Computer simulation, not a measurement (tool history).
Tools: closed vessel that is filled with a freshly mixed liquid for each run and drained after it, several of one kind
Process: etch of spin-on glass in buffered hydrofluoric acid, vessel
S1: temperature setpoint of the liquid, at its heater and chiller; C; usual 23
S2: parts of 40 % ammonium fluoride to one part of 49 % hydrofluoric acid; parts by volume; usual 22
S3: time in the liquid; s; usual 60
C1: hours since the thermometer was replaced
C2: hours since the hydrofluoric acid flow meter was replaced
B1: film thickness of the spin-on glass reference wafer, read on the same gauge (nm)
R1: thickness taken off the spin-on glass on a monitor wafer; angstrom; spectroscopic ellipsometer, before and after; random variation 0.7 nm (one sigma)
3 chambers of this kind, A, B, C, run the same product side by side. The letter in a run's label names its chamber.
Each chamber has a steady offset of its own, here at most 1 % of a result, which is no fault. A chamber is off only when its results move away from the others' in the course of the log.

run	day	S1	S2	S3	C1	C2	B1	R1
# day 0.192: chamber C: hydrofluoric acid flow meter replaced
1B	0.479	23	22	60	1566.4	1030.5	79.999	699.8
2C	0.883	23	22	60	711.7	16.7	80.003	726.32
3A	1.267	23	22	60	498.6	328	79.992	719.11
4C	1.667	23	22	60	730.5	35.5	80.014	727.93
5B	1.904	23	22	60	1600.6	1064.7	80.016	701.29
# day 2.021: chamber A: thermometer replaced
6A	2.154	23	22	60	3.2	349.3	79.994	712.31
7C	2.462	23	22	60	749.6	54.6	79.98	704.56
8B	2.817	23	22	60	1622.5	1086.6	80.002	719.93
9A	3.279	23	22	60	30.2	376.3	79.997	712.66
10C	3.512	23	22	60	774.8	79.8	79.982	713.08
11B	3.85	23	22	60	1647.3	1111.4	79.989	720.16
12A	4.1	23	22	60	49.9	396	79.983	711.26
13A	4.346	23	22	60	55.8	401.9	79.997	702.7
14B	4.788	23	22	60	1669.8	1133.9	80	707.98
15C	5.008	23	22	60	810.7	115.7	80.002	724.96
16C	5.392	23	22	60	819.9	124.9	79.997	721.15
17A	5.867	23	22	60	92.3	438.4	79.99	718.55
18B	6.15	23	22	60	1702.5	1166.6	79.968	702.74
19C	6.492	23	22	60	846.3	151.3	80.01	721.91
20B	6.929	23	22	60	1721.2	1185.3	79.987	706.21
21A	7.317	23	22	60	127.1	473.2	79.998	711.5
22A	7.617	23	22	60	134.3	480.4	79.989	705.71
23C	7.825	23	22	60	878.3	183.3	79.99	705
24B	8.225	23	22	60	1752.3	1216.4	80.011	718.06
25C	8.467	23	22	60	893.7	198.7	79.994	707.85
# day 8.579: chamber B: hydrofluoric acid flow meter replaced
26B	8.867	23	22	60	1767.7	6.9	80.006	714.87
27A	9.125	20.5	22	45	170.5	516.6	79.997	461.02
28B	9.362	20.5	22	45	1779.6	18.8	79.993	465.86
29C	9.804	20.5	22	45	925.8	230.8	79.965	474.01
30A	10.246	23	22	60	197.4	543.5	80.003	708.97
31A	10.521	23	22	60	204	550.1	80.031	711.26

All 3 chambers run these settings next. Forecast each chamber's results:
32A	10.867	23	22	60				?
32B	10.867	23	22	60				?
32C	10.867	23	22	60				?

run	R1
32A	709.13
32B	705.6
32C	719.31
